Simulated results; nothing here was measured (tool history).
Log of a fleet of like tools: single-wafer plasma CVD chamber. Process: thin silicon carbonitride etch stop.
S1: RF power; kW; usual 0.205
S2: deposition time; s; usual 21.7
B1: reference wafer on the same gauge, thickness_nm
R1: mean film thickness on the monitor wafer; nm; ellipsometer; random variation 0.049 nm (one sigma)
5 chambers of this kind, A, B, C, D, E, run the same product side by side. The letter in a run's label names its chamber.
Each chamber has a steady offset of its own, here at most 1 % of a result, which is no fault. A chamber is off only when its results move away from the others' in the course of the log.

{"run": "1B", "day": 0.212, "S1": 0.205, "S2": 21.7, "B1": 13.206, "R1": 12.362}
{"run": "2C", "day": 0.65, "S1": 0.205, "S2": 21.7, "B1": 13.201, "R1": 12.368}
{"run": "3E", "day": 1.033, "S1": 0.205, "S2": 21.7, "B1": 13.203, "R1": 12.508}
{"run": "4A", "day": 1.333, "S1": 0.205, "S2": 21.7, "B1": 13.2, "R1": 12.396}
{"run": "5D", "day": 1.658, "S1": 0.205, "S2": 21.7, "B1": 13.202, "R1": 12.454}
{"run": "6E", "day": 2.058, "S1": 0.205, "S2": 19.3, "B1": 13.188, "R1": 11.033}
{"run": "7C", "day": 2.254, "S1": 0.205, "S2": 19.3, "B1": 13.199, "R1": 11.075}
{"day": 2.562, "done": "chamber B: RF generator calibrated"}
{"run": "8B", "day": 2.667, "S1": 0.205, "S2": 19.3, "B1": 13.205, "R1": 11.072}
{"run": "9D", "day": 3.021, "S1": 0.205, "S2": 19.3, "B1": 13.199, "R1": 10.953}
{"run": "10A", "day": 3.233, "S1": 0.205, "S2": 19.3, "B1": 13.199, "R1": 11.051}
{"run": "11B", "day": 3.567, "S1": 0.205, "S2": 21.7, "B1": 13.197, "R1": 12.316}
{"run": "12D", "day": 3.792, "S1": 0.205, "S2": 21.7, "B1": 13.198, "R1": 12.458}
{"run": "13A", "day": 4.2, "S1": 0.205, "S2": 21.7, "B1": 13.187, "R1": 12.505}
{"run": "14E", "day": 4.55, "S1": 0.205, "S2": 21.7, "B1": 13.195, "R1": 12.403}
{"day": 4.596, "done": "chamber C: thermocouple changed; heater temperature recalibrated"}
{"run": "15C", "day": 4.871, "S1": 0.205, "S2": 21.7, "B1": 13.202, "R1": 12.45}
{"run": "16D", "day": 5.108, "S1": 0.205, "S2": 21.7, "B1": 13.194, "R1": 12.324}
{"run": "17B", "day": 5.329, "S1": 0.185, "S2": 25.5, "B1": 13.197, "R1": 14.135}
{"run": "18A", "day": 5.662, "S1": 0.185, "S2": 25.5, "B1": 13.19, "R1": 14.314}
{"run": "19E", "day": 5.983, "S1": 0.185, "S2": 25.5, "B1": 13.197, "R1": 14.152}
{"run": "20C", "day": 6.367, "S1": 0.185, "S2": 25.5, "B1": 13.205, "R1": 14.188}
{"run": "21E", "day": 6.654, "S1": 0.185, "S2": 25.5, "B1": 13.199, "R1": 14.132}
{"run": "22B", "day": 6.971, "S1": 0.205, "S2": 21.7, "B1": 13.203, "R1": 12.298}
{"run": "23D", "day": 7.254, "S1": 0.205, "S2": 21.7, "B1": 13.211, "R1": 12.474}
{"day": 7.258, "done": "chamber E: thermocouple changed; heater temperature recalibrated"}
{"run": "24C", "day": 7.588, "S1": 0.205, "S2": 21.7, "B1": 13.196, "R1": 12.422}
{"run": "25A", "day": 7.917, "S1": 0.205, "S2": 21.7, "B1": 13.212, "R1": 12.497}
{"run": "26A", "day": 8.333, "S1": 0.205, "S2": 21.7, "B1": 13.193, "R1": 12.458}
{"run": "27D", "day": 8.542, "S1": 0.205, "S2": 21.7, "B1": 13.202, "R1": 12.469}
{"run": "28B", "day": 8.95, "S1": 0.205, "S2": 21.7, "B1": 13.199, "R1": 12.364}
{"run": "29E", "day": 9.35, "S1": 0.205, "S2": 21.7, "B1": 13.191, "R1": 12.301}
{"day": 9.521, "done": "chamber C: RF generator calibrated"}
{"run": "30C", "day": 9.671, "S1": 0.205, "S2": 21.7, "B1": 13.199, "R1": 12.388}
{"run": "31E", "day": 9.979, "S1": 0.205, "S2": 21.7, "B1": 13.204, "R1": 12.404}
{"run": "32A", "day": 10.267, "S1": 0.245, "S2": 21.7, "B1": 13.189, "R1": 13.159}
{"run": "33B", "day": 10.688, "S1": 0.245, "S2": 21.7, "B1": 13.197, "R1": 12.966}
{"run": "34D", "day": 11.058, "S1": 0.245, "S2": 21.7, "B1": 13.197, "R1": 13.05}

All 5 chambers run these settings next. Forecast each chamber's results:
{"run": "35A", "day": 11.379, "S1": 0.165, "S2": 21.7, "R1": "?"}
{"run": "35B", "day": 11.379, "S1": 0.165, "S2": 21.7, "R1": "?"}
{"run": "35C", "day": 11.379, "S1": 0.165, "S2": 21.7, "R1": "?"}
{"run": "35D", "day": 11.379, "S1": 0.165, "S2": 21.7, "R1": "?"}
{"run": "35E", "day": 11.379, "S1": 0.165, "S2": 21.7, "R1": "?"}

run=35A R1=11.655
run=35B R1=11.633
run=35C R1=11.657
run=35D R1=11.607
run=35E R1=11.706
